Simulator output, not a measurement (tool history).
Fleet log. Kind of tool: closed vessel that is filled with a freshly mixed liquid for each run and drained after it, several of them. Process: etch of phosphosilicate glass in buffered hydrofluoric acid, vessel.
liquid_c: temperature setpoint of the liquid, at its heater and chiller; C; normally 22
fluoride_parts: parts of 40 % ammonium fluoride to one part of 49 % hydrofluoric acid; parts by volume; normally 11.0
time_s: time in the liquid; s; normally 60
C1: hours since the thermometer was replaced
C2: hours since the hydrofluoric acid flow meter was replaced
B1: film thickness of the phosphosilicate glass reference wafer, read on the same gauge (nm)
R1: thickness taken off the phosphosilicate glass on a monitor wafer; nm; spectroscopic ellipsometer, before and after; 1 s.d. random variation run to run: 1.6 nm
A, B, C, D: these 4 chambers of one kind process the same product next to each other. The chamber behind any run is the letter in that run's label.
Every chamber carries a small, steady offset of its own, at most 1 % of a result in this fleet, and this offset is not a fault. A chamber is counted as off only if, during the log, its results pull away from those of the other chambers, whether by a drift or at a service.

Run 1C, hour 4.4: usual settings; C1 777.9; C2 1385.0; B1 149.96. Result: R1 279.85 nm.
Run 2B, hour 8.3: usual settings; C1 302.2; C2 464.2; B1 149.98. Result: R1 272.81 nm.
Run 3D, hour 13.5: usual settings; C1 636.9; C2 2295.5; B1 150.03. Result: R1 276.89 nm.
Run 4A, hour 20.2: usual settings; C1 371.2; C2 122.0; B1 150.01. Result: R1 276.80 nm.
Run 5A, hour 25.1: usual settings; C1 376.1; C2 126.9; B1 150.00. Result: R1 275.08 nm.
Run 6D, hour 31.6: usual settings; C1 655.0; C2 2313.6; B1 150.03. Result: R1 278.94 nm.
Run 7C, hour 37.4: usual settings but time_s 50 s; C1 810.9; C2 1418.0; B1 149.95. Result: R1 227.66 nm.
Run 8B, hour 42.3: usual settings but time_s 50 s; C1 336.2; C2 498.2; B1 150.00. Result: R1 228.92 nm.
Run 9B, hour 47.2: usual settings but time_s 50 s; C1 341.1; C2 503.1; B1 150.01. Result: R1 231.40 nm.
Run 10D, hour 51.3: usual settings but time_s 50 s; C1 674.7; C2 2333.3; B1 150.02. Result: R1 232.42 nm.
Run 11C, hour 58.8: usual settings; C1 832.3; C2 1439.4; B1 150.03. Result: R1 275.47 nm.
At hour 61.9: chamber D: thermometer replaced.
Run 12A, hour 65.9: usual settings; C1 416.9; C2 167.7; B1 150.01. Result: R1 276.88 nm.
Run 13B, hour 72.7: usual settings; C1 366.6; C2 528.6; B1 149.96. Result: R1 281.60 nm.
Run 14D, hour 80.8: usual settings; C1 19.0; C2 2362.8; B1 149.99. Result: R1 278.05 nm.
Run 15A, hour 88.4: usual settings; C1 439.4; C2 190.2; B1 150.03. Result: R1 277.79 nm.
Run 16C, hour 93.4: usual settings; C1 866.9; C2 1474.0; B1 150.00. Result: R1 274.49 nm.
Run 17B, hour 97.7: usual settings; C1 391.6; C2 553.6; B1 149.98. Result: R1 280.36 nm.
Run 18C, hour 102.8: usual settings but time_s 30 s; C1 876.3; C2 1483.4; B1 150.04. Result: R1 137.98 nm.
Run 19D, hour 108.9: usual settings but time_s 30 s; C1 47.1; C2 2390.9; B1 150.01. Result: R1 139.30 nm.
Run 20A, hour 114.4: usual settings but time_s 30 s; C1 465.4; C2 216.2; B1 149.98. Result: R1 138.31 nm.
Run 21A, hour 121.3: usual settings but time_s 30 s; C1 472.3; C2 223.1; B1 150.00. Result: R1 138.98 nm.
Run 22C, hour 126.8: usual settings; C1 900.3; C2 1507.4; B1 150.05. Result: R1 276.98 nm.
Run 23B, hour 133.6: usual settings but fluoride_parts 12.5 parts by volume; C1 427.5; C2 589.5; B1 150.02. Result: R1 255.68 nm.
Run 24D, hour 138.3: usual settings but fluoride_parts 12.5 parts by volume; C1 76.5; C2 2420.3; B1 150.06. Result: R1 246.56 nm.
Run 25B, hour 146.5: usual settings but fluoride_parts 12.5 parts by volume; C1 440.4; C2 602.4; B1 150.02. Result: R1 254.21 nm.
Run 26C, hour 154.9: usual settings but fluoride_parts 12.5 parts by volume; C1 928.4; C2 1535.5; B1 149.97. Result: R1 246.60 nm.
Run 27A, hour 162.1: usual settings; C1 513.1; C2 263.9; B1 149.96. Result: R1 280.11 nm.
Run 28D, hour 169.9: usual settings; C1 108.1; C2 2451.9; B1 149.94. Result: R1 277.51 nm.
Run 29A, hour 173.9: usual settings; C1 524.9; C2 275.7; B1 150.00. Result: R1 276.51 nm.
Run 30B, hour 182.3: usual settings; C1 476.2; C2 638.2; B1 149.98. Result: R1 293.07 nm.
Run 31D, hour 188.0: usual settings; C1 126.2; C2 2470.0; B1 150.00. Result: R1 278.86 nm.
Run 32C, hour 193.8: usual settings; C1 967.3; C2 1574.4; B1 149.98. Result: R1 276.23 nm.
Run 33D, hour 198.5: usual settings; C1 136.7; C2 2480.5; B1 150.00. Result: R1 276.41 nm.
Run 34A, hour 206.0: usual settings; C1 557.0; C2 307.8; B1 149.96. Result: R1 276.93 nm.

Each of the 4 chambers runs these same settings next. Fill in every chamber's results:
Run 35A, hour 212.1: usual settings but liquid_c 17 C. Result: R1 ?.
Run 35B, hour 212.1: usual settings but liquid_c 17 C. Result: R1 ?.
Run 35C, hour 212.1: usual settings but liquid_c 17 C. Result: R1 ?.
Run 35D, hour 212.1: usual settings but liquid_c 17 C. Result: R1 ?.

run      R1
35A  207.13
35B  222.77
35C  208.67
35D  209.31

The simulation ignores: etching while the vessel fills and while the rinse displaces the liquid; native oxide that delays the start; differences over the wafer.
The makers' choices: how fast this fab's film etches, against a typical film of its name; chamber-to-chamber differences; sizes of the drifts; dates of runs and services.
